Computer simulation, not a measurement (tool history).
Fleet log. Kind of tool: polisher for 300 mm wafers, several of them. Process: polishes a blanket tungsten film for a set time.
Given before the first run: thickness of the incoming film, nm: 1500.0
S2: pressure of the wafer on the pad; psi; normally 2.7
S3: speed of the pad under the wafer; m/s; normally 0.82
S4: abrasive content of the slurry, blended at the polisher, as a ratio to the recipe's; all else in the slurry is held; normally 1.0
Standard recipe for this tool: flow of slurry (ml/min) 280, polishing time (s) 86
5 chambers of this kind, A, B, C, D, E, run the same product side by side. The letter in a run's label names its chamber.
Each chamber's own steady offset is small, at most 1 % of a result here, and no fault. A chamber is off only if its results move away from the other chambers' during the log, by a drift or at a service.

At hour 1.8: chamber A: slurry tank refilled with fresh slurry and peroxide.
At hour 3.4: chamber B: worn pad replaced by a new one.
Run 1B, hour 7.0: usual settings. Result: film removed (angstrom) 2781.4.
Run 2A, hour 13.8: usual settings. Result: film removed (angstrom) 2746.4.
At hour 15.0: chamber A: slurry blender recalibrated.
At hour 15.2: chamber C: slurry blender recalibrated.
At hour 16.8: chamber B: slurry tank refilled with fresh slurry and peroxide.
At hour 17.8: chamber E: worn pad replaced by a new one.
At hour 19.1: chamber B: slurry nozzle cleaned.
At hour 19.7: chamber D: slurry tank refilled with fresh slurry and peroxide.
Run 3D, hour 26.9: usual settings. Result: film removed (angstrom) 2811.8.
At hour 27.0: chamber D: slurry blender recalibrated.
At hour 33.8: chamber C: worn pad replaced by a new one.
Run 4E, hour 42.2: usual settings. Result: film removed (angstrom) 2802.5.
At hour 45.4: chamber D: worn pad replaced by a new one.
At hour 47.7: chamber E: slurry tank refilled with fresh slurry and peroxide.
Run 5C, hour 52.3: usual settings. Result: film removed (angstrom) 2711.8.
At hour 67.3: chamber A: worn pad replaced by a new one.
Run 6B, hour 67.8: usual settings but flow of slurry (ml/min) 315, polishing time (s) 74. Result: film removed (angstrom) 2468.9.
Run 7E, hour 82.9: usual settings but flow of slurry (ml/min) 315, polishing time (s) 74. Result: film removed (angstrom) 2416.7.
At hour 86.2: chamber E: slurry blender recalibrated.
At hour 96.5: chamber E: worn pad replaced by a new one.
Run 8A, hour 98.2: usual settings but flow of slurry (ml/min) 315, polishing time (s) 74. Result: film removed (angstrom) 2423.7.
At hour 108.4: chamber C: worn pad replaced by a new one.
At hour 108.6: chamber B: slurry tank refilled with fresh slurry and peroxide.
Run 9D, hour 111.7: usual settings but flow of slurry (ml/min) 315, polishing time (s) 74. Result: film removed (angstrom) 2471.4.
At hour 115.2: chamber C: slurry tank refilled with fresh slurry and peroxide.
At hour 118.5: chamber D: worn pad replaced by a new one.
At hour 122.7: chamber B: worn pad replaced by a new one.
Run 10C, hour 124.7: usual settings but flow of slurry (ml/min) 315, polishing time (s) 74. Result: film removed (angstrom) 2338.8.
At hour 129.4: chamber B: head pressure recalibrated.
Run 11E, hour 138.4: usual settings. Result: film removed (angstrom) 2808.7.
Run 12B, hour 152.7: usual settings. Result: film removed (angstrom) 2860.8.
At hour 159.7: chamber D: slurry tank refilled with fresh slurry and peroxide.
Run 13D, hour 162.0: usual settings but flow of slurry (ml/min) 370, polishing time (s) 61. Result: film removed (angstrom) 2016.2.
At hour 163.3: chamber D: slurry blender recalibrated.
Run 14C, hour 173.4: usual settings but flow of slurry (ml/min) 370, polishing time (s) 61. Result: film removed (angstrom) 2011.8.
Run 15A, hour 183.7: usual settings but flow of slurry (ml/min) 370, polishing time (s) 61. Result: film removed (angstrom) 2003.6.
At hour 190.0: chamber A: worn pad replaced by a new one.
At hour 192.3: chamber E: worn pad replaced by a new one.
At hour 194.2: chamber A: slurry tank refilled with fresh slurry and peroxide.
Run 16B, hour 195.4: usual settings but flow of slurry (ml/min) 370, polishing time (s) 61. Result: film removed (angstrom) 2031.0.
At hour 196.8: chamber E: slurry nozzle cleaned.
At hour 199.1: chamber B: slurry tank refilled with fresh slurry and peroxide.
At hour 201.2: chamber D: worn pad replaced by a new one.
At hour 202.5: chamber C: worn pad replaced by a new one.
Run 17A, hour 203.5: usual settings but flow of slurry (ml/min) 370, polishing time (s) 61. Result: film removed (angstrom) 2027.1.
At hour 216.1: chamber E: slurry tank refilled with fresh slurry and peroxide.
Run 18C, hour 217.9: usual settings. Result: film removed (angstrom) 2816.3.
Run 19E, hour 224.8: usual settings. Result: film removed (angstrom) 2814.8.
At hour 237.6: chamber B: worn pad replaced by a new one.
Run 20D, hour 238.8: usual settings. Result: film removed (angstrom) 2842.8.
Run 21C, hour 249.9: usual settings. Result: film removed (angstrom) 2810.3.
At hour 253.0: chamber E: slurry blender recalibrated.
Run 22E, hour 264.3: usual settings. Result: film removed (angstrom) 2761.7.
Run 23D, hour 274.0: usual settings but S4 1.3. Result: film removed (angstrom) 2966.8.
At hour 274.5: chamber D: worn pad replaced by a new one.
At hour 276.7: chamber E: worn pad replaced by a new one.
Run 24B, hour 281.1: usual settings but S4 1.3. Result: film removed (angstrom) 3034.1.
At hour 282.1: chamber D: slurry blender recalibrated.
At hour 285.5: chamber C: slurry tank refilled with fresh slurry and peroxide.
At hour 288.6: chamber C: worn pad replaced by a new one.
At hour 288.7: chamber B: slurry tank refilled with fresh slurry and peroxide.
Run 25A, hour 294.9: usual settings but S4 1.3. Result: film removed (angstrom) 2904.3.
At hour 295.9: chamber B: slurry blender recalibrated.
At hour 301.4: chamber A: worn pad replaced by a new one.
Run 26B, hour 308.4: usual settings but S4 1.3. Result: film removed (angstrom) 2976.3.
At hour 317.8: chamber D: slurry tank refilled with fresh slurry and peroxide.
At hour 319.6: chamber C: slurry blender recalibrated.
Run 27E, hour 319.7: usual settings but S4 1.3. Result: film removed (angstrom) 2976.6.
Run 28A, hour 334.9: usual settings. Result: film removed (angstrom) 2738.5.
Run 29C, hour 342.4: usual settings. Result: film removed (angstrom) 2756.3.
At hour 349.4: chamber E: slurry tank refilled with fresh slurry and peroxide.
Run 30D, hour 351.6: usual settings. Result: film removed (angstrom) 2769.0.
At hour 359.7: chamber B: worn pad replaced by a new one.
At hour 362.3: chamber D: worn pad replaced by a new one.
At hour 365.3: chamber A: slurry nozzle cleaned.
Run 31E, hour 365.9: usual settings but flow of slurry (ml/min) 220, S3 0.68 m/s. Result: film removed (angstrom) 2239.6.
At hour 367.4: chamber E: worn pad replaced by a new one.
At hour 367.7: chamber A: slurry tank refilled with fresh slurry and peroxide.
Run 32D, hour 374.6: usual settings but flow of slurry (ml/min) 220, S3 0.68 m/s. Result: film removed (angstrom) 2267.8.
At hour 375.6: chamber B: slurry tank refilled with fresh slurry and peroxide.
Run 33A, hour 383.5: usual settings but flow of slurry (ml/min) 220, S3 0.68 m/s. Result: film removed (angstrom) 2289.7.
At hour 384.2: chamber C: worn pad replaced by a new one.
Run 34C, hour 392.0: usual settings but flow of slurry (ml/min) 220, S3 0.68 m/s. Result: film removed (angstrom) 2289.2.
Run 35B, hour 402.8: usual settings but flow of slurry (ml/min) 220, S3 0.68 m/s. Result: film removed (angstrom) 2295.1.
Run 36E, hour 411.9: usual settings. Result: film removed (angstrom) 2851.5.
Run 37C, hour 427.0: usual settings. Result: film removed (angstrom) 2755.1.

Which is it: a chamber that has drifted or been left off by a service, a gauge drift common to all chambers, or only each chamber's usual small offset? If a chamber is off, name it and its likeliest cause.

All chambers stay in line apart from their small fixed offsets, and the gauge does not drift.

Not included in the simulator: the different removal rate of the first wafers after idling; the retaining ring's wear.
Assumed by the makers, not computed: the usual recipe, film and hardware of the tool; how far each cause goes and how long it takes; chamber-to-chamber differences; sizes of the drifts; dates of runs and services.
